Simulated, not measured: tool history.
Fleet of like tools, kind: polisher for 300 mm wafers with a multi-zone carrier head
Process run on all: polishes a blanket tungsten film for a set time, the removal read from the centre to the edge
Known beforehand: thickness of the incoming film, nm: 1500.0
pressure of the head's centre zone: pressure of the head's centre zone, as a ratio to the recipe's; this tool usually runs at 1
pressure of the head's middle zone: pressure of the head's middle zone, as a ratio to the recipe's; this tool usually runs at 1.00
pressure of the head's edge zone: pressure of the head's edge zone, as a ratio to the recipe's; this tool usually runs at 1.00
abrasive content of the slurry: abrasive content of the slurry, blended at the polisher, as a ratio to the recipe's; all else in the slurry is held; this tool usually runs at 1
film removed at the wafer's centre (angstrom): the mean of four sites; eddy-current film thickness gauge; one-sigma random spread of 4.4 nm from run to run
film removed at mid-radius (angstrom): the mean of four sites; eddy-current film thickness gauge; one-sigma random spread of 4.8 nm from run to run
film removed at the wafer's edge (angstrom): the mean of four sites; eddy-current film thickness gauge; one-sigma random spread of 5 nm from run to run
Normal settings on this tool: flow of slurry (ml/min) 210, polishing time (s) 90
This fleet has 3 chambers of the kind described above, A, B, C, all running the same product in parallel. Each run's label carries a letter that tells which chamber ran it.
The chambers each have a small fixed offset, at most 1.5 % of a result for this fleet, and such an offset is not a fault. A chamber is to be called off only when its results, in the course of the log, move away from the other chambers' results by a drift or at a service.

run   hour  flow of slurry (ml/min)  pressure of the head's centre zone  pressure of the head's middle zone  pressure of the head's edge zone  abrasive content of the slurry  polishing time (s)  wafers polished on this pad  hours since the slurry nozzle was cleaned  hours since the centre zone pressure was calibrated  hours since the edge zone pressure was calibrated  film removed at the wafer's centre (angstrom)  film removed at mid-radius (angstrom)  film removed at the wafer's edge (angstrom)
       2.9  -- chamber C: worn pad replaced by a new one
       8.4  -- chamber B: centre zone pressure recalibrated
 1C    9.4                      210                                   1                                1.00                              1.00                               1                  90                           61                                      286.1                                                385.2                                               30.7                                         4560.6                                 4692.7                                       4524.1
      12.0  -- chamber B: worn pad replaced by a new one
 2B   22.5                      210                                   1                                1.00                              1.00                               1                  90                           99                                       67.7                                                 14.2                                              164.6                                         4631.6                                 4544.7                                       4624.8
 3A   32.8                      210                                   1                                1.00                              1.00                               1                  90                          739                                       74.1                                                239.8                                             1434.0                                         4584.4                                 4564.0                                       4573.4
      34.2  -- chamber C: centre zone pressure recalibrated
 4C   42.4                      210                                   1                                1.00                              1.00                               1                  90                          372                                      319.1                                                  8.2                                               63.7                                         4595.9                                 4601.1                                       4547.7
 5B   54.0                      210                                   1                                1.00                              1.00                               1                  90                          396                                       99.2                                                 45.7                                              196.1                                         4561.2                                 4552.9                                       4616.5
 6A   66.1                      210                                   1                                1.00                              1.00                               1                  90                         1052                                      107.4                                                273.1                                             1467.3                                         4514.1                                 4551.1                                       4532.5
 7B   76.9                      210                                   1                                1.00                              1.09                               1                  90                          611                                      122.1                                                 68.6                                              219.0                                         4614.8                                 4617.6                                       4867.9
      88.5  -- chamber A: edge zone pressure recalibrated
 8C   89.2                      210                                   1                                1.00                              1.09                               1                  90                          812                                      365.9                                                 55.0                                              110.5                                         4631.4                                 4646.1                                       4736.8
      91.6  -- chamber C: worn pad replaced by a new one
      94.9  -- chamber A: worn pad replaced by a new one
 9A  100.3                      210                                   1                                1.00                              1.09                               1                  90                           51                                      141.6                                                307.3                                               11.8                                         4627.4                                 4520.8                                       4780.3
10A  111.7                      210                                   1                                1.00                              1.00                               1                  90                          158                                      153.0                                                318.7                                               23.2                                         4593.3                                 4582.3                                       4554.3
     113.6  -- chamber A: centre zone pressure recalibrated
11C  124.4                      210                                   1                                1.00                              1.00                               1                  90                          309                                      401.1                                                 90.2                                              145.7                                         4468.9                                 4718.4                                       4483.5
12B  134.9                      210                                   1                                1.00                              1.00                               1                  90                         1157                                      180.1                                                126.6                                              277.0                                         4620.2                                 4612.9                                       4580.7
     138.2  -- chamber B: worn pad replaced by a new one
13B  146.5                      210                                   1                                1.00                              1.00                               1                  90                           78                                      191.7                                                138.2                                              288.6                                         4602.6                                 4534.3                                       4654.9
14A  160.0                      210                                   1                                1.00                              1.00                               1                  90                          613                                      201.3                                                 46.5                                               71.5                                         4542.3                                 4643.6                                       4559.5
15C  172.7                      210                                   1                                0.91                              0.92                               1                  90                          763                                      449.4                                                138.5                                              194.0                                         4507.0                                 4222.6                                       4354.3
     176.9  -- chamber C: worn pad replaced by a new one
16B  186.1                      210                                   1                                0.91                              0.92                               1                  90                          450                                      231.3                                                177.8                                              328.2                                         4480.7                                 4163.8                                       4374.4
17C  194.9                      210                                   1                                0.91                              0.92                               1                  90                          170                                      471.6                                                160.7                                              216.2                                         4550.8                                 4233.3                                       4393.8
18A  205.9                      210                                   1                                1.00                              1.00                               1                  90                         1045                                      247.2                                                 92.4                                              117.4                                         4567.9                                 4635.9                                       4505.1
19A  217.6                      210                                   1                                1.00                              1.00                               1                  90                         1155                                      258.9                                                104.1                                              129.1                                         4631.3                                 4524.0                                       4581.6
20B  226.0                      210                                   1                                1.00                              1.00                               1                  90                          826                                      271.2                                                217.7                                              368.1                                         4569.4                                 4605.4                                       4662.5
     226.2  -- chamber A: worn pad replaced by a new one
21C  239.7                      210                                   1                                1.00                              1.00                               1                  90                          591                                      516.4                                                205.5                                              261.0                                         4481.0                                 4527.9                                       4465.0
22C  251.9                      210                                   1                                1.00                              1.00                               1                  90                          706                                      528.6                                                217.7                                              273.2                                         4483.1                                 4544.8                                       4422.8
23B  264.5                      210                                   1                                1.06                              1.00                               1                  90                         1188                                      309.7                                                256.2                                              406.6                                         4529.3                                 4813.1                                       4582.8
     266.7  -- chamber C: worn pad replaced by a new one
     267.0  -- chamber B: worn pad replaced by a new one
24A  272.5                      210                                   1                                1.06                              1.00                               1                  90                          436                                      313.8                                                159.0                                              184.0                                         4529.1                                 4884.3                                       4580.0
25C  284.5                      210                                   1                                1.06                              1.00                               1                  90                          168                                      561.2                                                250.3                                              305.8                                         4434.4                                 4875.5                                       4435.8
26B  290.6                      210                                   1                                1.00                              1.00                               1                  90                          222                                      335.8                                                282.3                                              432.7                                         4532.2                                 4652.2                                       4640.7
27A  300.8                      210                                   1                                1.00                              1.00                               1                  90                          702                                      342.1                                                187.3                                              212.3                                         4548.8                                 4570.4                                       4571.1
28A  312.5                      210                                   1                                1.00                              1.00                               1                  90                          812                                      353.8                                                199.0                                              224.0                                         4575.9                                 4554.4                                       4612.5
29C  326.1                      210                                   1                                1.05                              0.88                               1                  90                          559                                      602.8                                                291.9                                              347.4                                         4496.1                                 4693.3                                       4204.6
30B  337.9                      210                                   1                                1.05                              0.88                               1                  90                          667                                      383.1                                                329.6                                              480.0                                         4636.0                                 4848.0                                       4283.3
31C  352.0                      210                                   1                                1.05                              0.88                               1                  90                          803                                      628.7                                                317.8                                              373.3                                         4465.4                                 4735.0                                       4163.8
     356.7  -- chamber A: slurry nozzle cleaned
32B  358.9                      210                                   1                                1.00                              1.00                               1                  90                          865                                      404.1                                                350.6                                              501.0                                         4583.5                                 4548.1                                       4627.9
     359.4  -- chamber C: worn pad replaced by a new one
     361.3  -- chamber B: centre zone pressure recalibrated
     370.3  -- chamber B: slurry nozzle cleaned
33A  372.2                      210                                   1                                1.00                              1.00                               1                  90                         1374                                       15.6                                                258.7                                              283.7                                         4550.2                                 4497.3                                       4505.8
     375.2  -- chamber A: worn pad replaced by a new one
     379.1  -- chamber B: worn pad replaced by a new one
34C  379.4                      210                                   1                                1.00                              1.00                               1                 110                          188                                      656.1                                                345.2                                              400.7                                         5250.4                                 5506.5                                       5467.5
35A  386.8                      210                                   1                                1.00                              1.00                               1                 110                          109                                       30.2                                                273.3                                              298.3                                         5659.7                                 5664.5                                       5647.2
36B  398.4                      210                                   1                                1.00                              1.00                               1                 110                          182                                       28.1                                                 37.1                                              540.5                                         5575.8                                 5533.8                                       5611.6
37A  411.3                      210                                   1                                1.00                              1.00                               1                  90                          340                                       54.7                                                297.8                                              322.8                                         4502.9                                 4537.8                                       4619.4
38B  418.5                      210                                   1                                1.00                              1.00                               1                  90                          371                                       48.2                                                 57.2                                              560.6                                         4628.4                                 4534.4                                       4614.8
39C  432.2                      210                                   1                                1.00                              1.00                               1                  90                          685                                      708.9                                                398.0                                              453.5                                         4411.8                                 4424.2                                       4473.9
40A  438.3                      210                                   1                                1.00                              1.00                               1                  90                          594                                       81.7                                                324.8                                              349.8                                         4550.0                                 4547.7                                       4577.1
41C  445.8                      210                                   1                                1.00                              1.00                               1                  90                          813                                      722.5                                                411.6                                              467.1                                         4326.0                                 4486.5                                       4402.7
     447.7  -- chamber C: worn pad replaced by a new one
42B  458.9                      210                                   1                                1.00                              1.00                               1                  90                          751                                       88.6                                                 97.6                                              601.0                                         4630.1                                 4570.9                                       4589.1
     459.3  -- chamber C: centre zone pressure recalibrated
43C  471.0                      210                                   1                                1.00                              0.96                               1                  90                          219                                      747.7                                                 11.8                                              492.3                                         4315.6                                 4431.9                                       4268.9
44A  484.1                      210                                   1                                1.00                              0.96                               1                  90                         1025                                      127.5                                                370.6                                              395.6                                         4556.1                                 4566.4                                       4534.1

Which is it: a chamber that has drifted or been left off by a service, a gauge drift common to all chambers, or only each chamber's usual small offset? If a chamber is off, name it and its likeliest cause.

Little by little, chamber C moves away from the other chambers.
Most likely cause: slurry flow missing at the pad, % = 25.3.

Below are 4 candidate recipes for chamber C's next run, each the usual settings with a change, their results shown as question marks. Which of them brings C's results back in line with what the other chambers give on the usual settings?
In line means no further than this from the other chambers' mean on the usual settings: film removed at the wafer's centre (angstrom) 160.0; film removed at mid-radius (angstrom) 170.0; film removed at the wafer's edge (angstrom) 170.0
45C-1  494.2                      210                                0.99                                1.01                              0.99                               1                  86                                                                                                                                                                                                                              ?                                      ?                                            ?
45C-2  494.2                      210                                1.02                                0.97                              1.02                               1                  98                                                                                                                                                                                                                              ?                                      ?                                            ?
45C-3  494.2                      210                                0.98                                1.03                              0.98                               1                  82                                                                                                                                                                                                                              ?                                      ?                                            ?
45C-4  494.2                      210                                1.01                                0.99                              1.01                               1                  94                                                                                                                                                                                                                              ?                                      ?                                            ?

Mean of the other chambers on the usual settings: film removed at the wafer's centre (angstrom) 4573.9; film removed at mid-radius (angstrom) 4563.9; film removed at the wafer's edge (angstrom) 4601.4
  run  film removed at the wafer's centre (angstrom)  film removed at mid-radius (angstrom)  film removed at the wafer's edge (angstrom)
45C-1                                         4087.6                                 4271.1                                       4167.0
45C-2                                         4811.7                                 4690.4                                       4827.4
45C-3                                         3854.8                                 4146.3                                       3950.8
45C-4                                         4566.4                                 4583.5                                       4604.7
It is 45C-4 that realigns the chamber with its peers.

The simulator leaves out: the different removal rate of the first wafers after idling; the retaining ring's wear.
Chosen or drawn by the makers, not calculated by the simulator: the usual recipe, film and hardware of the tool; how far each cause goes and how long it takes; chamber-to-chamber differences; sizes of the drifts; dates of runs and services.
